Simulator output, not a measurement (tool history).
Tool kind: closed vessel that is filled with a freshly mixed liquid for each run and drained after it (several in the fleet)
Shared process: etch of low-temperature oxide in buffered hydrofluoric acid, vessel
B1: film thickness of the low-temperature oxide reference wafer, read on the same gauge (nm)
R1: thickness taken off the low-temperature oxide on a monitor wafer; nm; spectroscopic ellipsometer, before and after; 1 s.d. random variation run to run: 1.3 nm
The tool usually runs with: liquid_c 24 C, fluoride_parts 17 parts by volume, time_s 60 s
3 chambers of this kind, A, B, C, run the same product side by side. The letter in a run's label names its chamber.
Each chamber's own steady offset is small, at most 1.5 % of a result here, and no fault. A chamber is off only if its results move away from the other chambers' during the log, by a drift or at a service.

run 1C day=0.188 | liquid_c=24 fluoride_parts=17 time_s=60 | B1=70.012 | R1=140.13
run 2A day=0.383 | liquid_c=24 fluoride_parts=17 time_s=60 | B1=70.002 | R1=142.37
run 3B day=0.625 | liquid_c=24 fluoride_parts=17 time_s=60 | B1=69.989 | R1=141.66
run 4C day=0.817 | liquid_c=24 fluoride_parts=17 time_s=60 | B1=69.989 | R1=143.08
run 5B day=1.067 | liquid_c=24 fluoride_parts=21 time_s=90 | B1=69.991 | R1=176.01
run 6A day=1.208 | liquid_c=24 fluoride_parts=21 time_s=90 | B1=70.013 | R1=173.8
run 7A day=1.325 | liquid_c=24 fluoride_parts=21 time_s=90 | B1=70.019 | R1=175.06
run 8B day=1.467 | liquid_c=24 fluoride_parts=17 time_s=60 | B1=70.017 | R1=140.26
run 9C day=1.625 | liquid_c=25.5 fluoride_parts=22 time_s=60 | B1=69.988 | R1=121.97
run 10A day=1.817 | liquid_c=25.5 fluoride_parts=22 time_s=60 | B1=69.999 | R1=122.78
run 11B day=2.092 | liquid_c=25.5 fluoride_parts=22 time_s=60 | B1=69.988 | R1=119.38
run 12C day=2.233 | liquid_c=27 fluoride_parts=17 time_s=60 | B1=70.016 | R1=164.72
run 13C day=2.5 | liquid_c=27 fluoride_parts=17 time_s=60 | B1=70.008 | R1=163.98
run 14B day=2.762 | liquid_c=27 fluoride_parts=17 time_s=60 | B1=69.979 | R1=165.5
run 15A day=2.95 | liquid_c=24 fluoride_parts=17 time_s=60 | B1=70.011 | R1=142.76
run 16A day=3.15 | liquid_c=24 fluoride_parts=12.5 time_s=60 | B1=69.988 | R1=193.38
run 17C day=3.35 | liquid_c=24 fluoride_parts=12.5 time_s=60 | B1=69.976 | R1=189.76
run 18B day=3.596 | liquid_c=24 fluoride_parts=12.5 time_s=60 | B1=69.994 | R1=187.21
run 19C day=3.733 | liquid_c=24 fluoride_parts=17 time_s=60 | B1=70.018 | R1=137.96
run 20A day=3.896 | liquid_c=24 fluoride_parts=17 time_s=60 | B1=70.003 | R1=142.42
run 21B day=4.062 | liquid_c=24 fluoride_parts=17 time_s=60 | B1=69.974 | R1=137.63
run 22B day=4.312 | liquid_c=24 fluoride_parts=17 time_s=60 | B1=70.003 | R1=138.73
run 23A day=4.442 | liquid_c=24 fluoride_parts=17 time_s=60 | B1=69.983 | R1=141.38
run 24C day=4.579 | liquid_c=24 fluoride_parts=17 time_s=60 | B1=69.998 | R1=139.94
run 25C day=4.721 | liquid_c=24 fluoride_parts=23 time_s=60 | B1=70.022 | R1=107.03
run 26B day=4.992 | liquid_c=24 fluoride_parts=23 time_s=60 | B1=70.015 | R1=108.07
run 27A day=5.167 | liquid_c=24 fluoride_parts=23 time_s=60 | B1=70.004 | R1=112.37
run 28A day=5.442 | liquid_c=24 fluoride_parts=17 time_s=60 | B1=70.008 | R1=143.26
run 29C day=5.667 | liquid_c=24 fluoride_parts=17 time_s=60 | B1=69.996 | R1=141.17
run 30B day=5.85 | liquid_c=20 fluoride_parts=17 time_s=90 | B1=69.98 | R1=170.14
-- day=6.042 chamber A: hydrofluoric acid flow meter replaced
run 31B day=6.062 | liquid_c=20 fluoride_parts=17 time_s=90 | B1=70.023 | R1=169.64
run 32A day=6.325 | liquid_c=20 fluoride_parts=17 time_s=90 | B1=70.013 | R1=170.96
run 33C day=6.454 | liquid_c=24 fluoride_parts=17 time_s=60 | B1=69.997 | R1=136.85
run 34A day=6.588 | liquid_c=24 fluoride_parts=17 time_s=60 | B1=70.01 | R1=142.21
run 35C day=6.812 | liquid_c=24 fluoride_parts=17 time_s=60 | B1=70 | R1=139.14
run 36B day=7.067 | liquid_c=24 fluoride_parts=17 time_s=60 | B1=70.011 | R1=141.9
run 37C day=7.225 | liquid_c=24 fluoride_parts=17 time_s=60 | B1=69.975 | R1=139.15
run 38A day=7.4 | liquid_c=24 fluoride_parts=17 time_s=60 | B1=70.004 | R1=143.42
run 39B day=7.633 | liquid_c=24 fluoride_parts=17 time_s=60 | B1=70 | R1=138.03
run 40A day=7.838 | liquid_c=24 fluoride_parts=17 time_s=30 | B1=70.004 | R1=71.82
run 41B day=8.029 | liquid_c=24 fluoride_parts=17 time_s=30 | B1=70.019 | R1=70.136

Decide between three cases: one chamber stands off from its peers, the gauge reading all wafers drifts, or nothing is wrong past each chamber's small offset. Where a chamber is off, say which and what most likely put it there.

Beyond each chamber's small constant offset nothing stands out, and the gauge stays steady.
